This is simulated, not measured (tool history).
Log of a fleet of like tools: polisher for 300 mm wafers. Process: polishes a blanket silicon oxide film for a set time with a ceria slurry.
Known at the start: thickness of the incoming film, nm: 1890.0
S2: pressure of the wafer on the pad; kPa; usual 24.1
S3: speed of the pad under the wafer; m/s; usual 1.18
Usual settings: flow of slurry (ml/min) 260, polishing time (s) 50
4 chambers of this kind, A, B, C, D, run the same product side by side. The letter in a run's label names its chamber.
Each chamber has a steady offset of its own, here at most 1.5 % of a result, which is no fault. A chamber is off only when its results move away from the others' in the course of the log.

{"hour": 0.3, "done": "chamber D: head pressure recalibrated"}
{"run": "1B", "hour": 4.4, "flow of slurry (ml/min)": 260, "S2": 24.1, "S3": 1.18, "polishing time (s)": 50, "film removed (nm)": 310.73}
{"hour": 6.6, "done": "chamber B: worn pad replaced by a new one"}
{"run": "2D", "hour": 7.3, "flow of slurry (ml/min)": 260, "S2": 24.1, "S3": 1.18, "polishing time (s)": 50, "film removed (nm)": 305.4}
{"run": "3C", "hour": 12.8, "flow of slurry (ml/min)": 260, "S2": 24.1, "S3": 1.18, "polishing time (s)": 50, "film removed (nm)": 318.23}
{"run": "4A", "hour": 18.4, "flow of slurry (ml/min)": 260, "S2": 24.1, "S3": 1.18, "polishing time (s)": 50, "film removed (nm)": 314.34}
{"hour": 19.2, "done": "chamber A: worn pad replaced by a new one"}
{"run": "5D", "hour": 23.3, "flow of slurry (ml/min)": 260, "S2": 24.1, "S3": 1.18, "polishing time (s)": 50, "film removed (nm)": 311.02}
{"hour": 27.6, "done": "chamber B: slurry nozzle cleaned"}
{"run": "6C", "hour": 28.0, "flow of slurry (ml/min)": 260, "S2": 24.1, "S3": 1.18, "polishing time (s)": 50, "film removed (nm)": 318.99}
{"run": "7B", "hour": 32.9, "flow of slurry (ml/min)": 260, "S2": 24.1, "S3": 1.18, "polishing time (s)": 50, "film removed (nm)": 317.13}
{"run": "8A", "hour": 37.0, "flow of slurry (ml/min)": 260, "S2": 24.1, "S3": 1.18, "polishing time (s)": 50, "film removed (nm)": 316.09}
{"run": "9D", "hour": 42.8, "flow of slurry (ml/min)": 260, "S2": 24.1, "S3": 1.18, "polishing time (s)": 50, "film removed (nm)": 318.45}
{"run": "10B", "hour": 47.5, "flow of slurry (ml/min)": 200, "S2": 24.1, "S3": 1.18, "polishing time (s)": 50, "film removed (nm)": 300.78}
{"run": "11C", "hour": 52.3, "flow of slurry (ml/min)": 200, "S2": 24.1, "S3": 1.18, "polishing time (s)": 50, "film removed (nm)": 310.17}
{"run": "12A", "hour": 58.0, "flow of slurry (ml/min)": 200, "S2": 24.1, "S3": 1.18, "polishing time (s)": 50, "film removed (nm)": 306.34}
{"run": "13D", "hour": 60.8, "flow of slurry (ml/min)": 200, "S2": 24.1, "S3": 1.18, "polishing time (s)": 50, "film removed (nm)": 299.31}
{"run": "14A", "hour": 65.6, "flow of slurry (ml/min)": 260, "S2": 24.1, "S3": 1.18, "polishing time (s)": 50, "film removed (nm)": 315.5}
{"hour": 66.3, "done": "chamber D: slurry nozzle cleaned"}
{"run": "15B", "hour": 68.5, "flow of slurry (ml/min)": 220, "S2": 24.1, "S3": 1.18, "polishing time (s)": 34, "film removed (nm)": 210.93}
{"hour": 71.1, "done": "chamber C: head pressure recalibrated"}
{"run": "16C", "hour": 73.7, "flow of slurry (ml/min)": 220, "S2": 24.1, "S3": 1.18, "polishing time (s)": 34, "film removed (nm)": 235.73}
{"run": "17A", "hour": 79.3, "flow of slurry (ml/min)": 220, "S2": 24.1, "S3": 1.18, "polishing time (s)": 34, "film removed (nm)": 211.62}
{"run": "18D", "hour": 83.0, "flow of slurry (ml/min)": 220, "S2": 24.1, "S3": 1.18, "polishing time (s)": 34, "film removed (nm)": 205.59}
{"hour": 85.5, "done": "chamber C: worn pad replaced by a new one"}
{"hour": 85.7, "done": "chamber B: worn pad replaced by a new one"}
{"run": "19B", "hour": 87.8, "flow of slurry (ml/min)": 260, "S2": 24.1, "S3": 1.18, "polishing time (s)": 50, "film removed (nm)": 313.1}
{"run": "20C", "hour": 92.2, "flow of slurry (ml/min)": 205, "S2": 24.1, "S3": 1.18, "polishing time (s)": 50, "film removed (nm)": 347.98}
{"run": "21B", "hour": 97.5, "flow of slurry (ml/min)": 205, "S2": 24.1, "S3": 1.18, "polishing time (s)": 50, "film removed (nm)": 305.38}
{"run": "22D", "hour": 100.8, "flow of slurry (ml/min)": 205, "S2": 24.1, "S3": 1.18, "polishing time (s)": 50, "film removed (nm)": 308.02}
{"hour": 103.0, "done": "chamber D: worn pad replaced by a new one"}
{"run": "23A", "hour": 103.9, "flow of slurry (ml/min)": 205, "S2": 24.1, "S3": 1.18, "polishing time (s)": 50, "film removed (nm)": 309.26}
{"run": "24C", "hour": 109.0, "flow of slurry (ml/min)": 325, "S2": 31.7, "S3": 1.18, "polishing time (s)": 50, "film removed (nm)": 482.71}
{"run": "25D", "hour": 111.7, "flow of slurry (ml/min)": 325, "S2": 31.7, "S3": 1.18, "polishing time (s)": 50, "film removed (nm)": 414.7}
{"run": "26A", "hour": 117.8, "flow of slurry (ml/min)": 325, "S2": 31.7, "S3": 1.18, "polishing time (s)": 50, "film removed (nm)": 432.4}
{"run": "27B", "hour": 123.5, "flow of slurry (ml/min)": 325, "S2": 31.7, "S3": 1.18, "polishing time (s)": 50, "film removed (nm)": 429.12}
{"run": "28C", "hour": 126.7, "flow of slurry (ml/min)": 260, "S2": 24.1, "S3": 1.18, "polishing time (s)": 50, "film removed (nm)": 352.58}
{"run": "29D", "hour": 130.5, "flow of slurry (ml/min)": 260, "S2": 24.1, "S3": 1.18, "polishing time (s)": 50, "film removed (nm)": 313.63}
{"run": "30C", "hour": 133.2, "flow of slurry (ml/min)": 260, "S2": 24.1, "S3": 1.18, "polishing time (s)": 50, "film removed (nm)": 354.82}
{"run": "31B", "hour": 137.3, "flow of slurry (ml/min)": 260, "S2": 24.1, "S3": 1.18, "polishing time (s)": 50, "film removed (nm)": 318.93}
{"run": "32A", "hour": 140.9, "flow of slurry (ml/min)": 260, "S2": 24.1, "S3": 1.18, "polishing time (s)": 50, "film removed (nm)": 316.87}
{"run": "33B", "hour": 145.4, "flow of slurry (ml/min)": 260, "S2": 24.1, "S3": 1.18, "polishing time (s)": 50, "film removed (nm)": 321.44}
{"run": "34C", "hour": 148.4, "flow of slurry (ml/min)": 260, "S2": 24.1, "S3": 1.18, "polishing time (s)": 50, "film removed (nm)": 352.02}
{"run": "35D", "hour": 152.6, "flow of slurry (ml/min)": 215, "S2": 29.6, "S3": 1.18, "polishing time (s)": 50, "film removed (nm)": 377.98}
{"run": "36A", "hour": 157.7, "flow of slurry (ml/min)": 215, "S2": 29.6, "S3": 1.18, "polishing time (s)": 50, "film removed (nm)": 384.42}

What goes on in this fleet: one chamber off, a drifting gauge, or nothing beyond the chambers' own small offsets? Name the chamber and the cause, if any.

A service left chamber C off against the others.
Cause: head's pressure above its setpoint, % = 11.4.

Here are 4 candidates for chamber C's next run, each the usual settings with a change, their results left as question marks. Which one brings its results back in line with what the others give on the usual settings?
In line means no further than this from the other chambers' mean on the usual settings: film removed (nm) 10.00
{"run": "37C-1", "hour": 162.1, "flow of slurry (ml/min)": 260, "S2": 22.8, "S3": 1.1, "polishing time (s)": 47, "film removed (nm)": "?"}
{"run": "37C-2", "hour": 162.1, "flow of slurry (ml/min)": 260, "S2": 24.8, "S3": 1.24, "polishing time (s)": 52, "film removed (nm)": "?"}
{"run": "37C-3", "hour": 162.1, "flow of slurry (ml/min)": 260, "S2": 22.8, "S3": 1.18, "polishing time (s)": 47, "film removed (nm)": "?"}
{"run": "37C-4", "hour": 162.1, "flow of slurry (ml/min)": 260, "S2": 25.5, "S3": 1.26, "polishing time (s)": 53, "film removed (nm)": "?"}

The other chambers' mean on the usual settings: film removed (nm) 314.87
run=37C-1 film_removed_(nm)=293.58
run=37C-2 film_removed_(nm)=399.16
run=37C-3 film_removed_(nm)=314.98
run=37C-4 film_removed_(nm)=424.77
37C-3 brings the chamber back in line.

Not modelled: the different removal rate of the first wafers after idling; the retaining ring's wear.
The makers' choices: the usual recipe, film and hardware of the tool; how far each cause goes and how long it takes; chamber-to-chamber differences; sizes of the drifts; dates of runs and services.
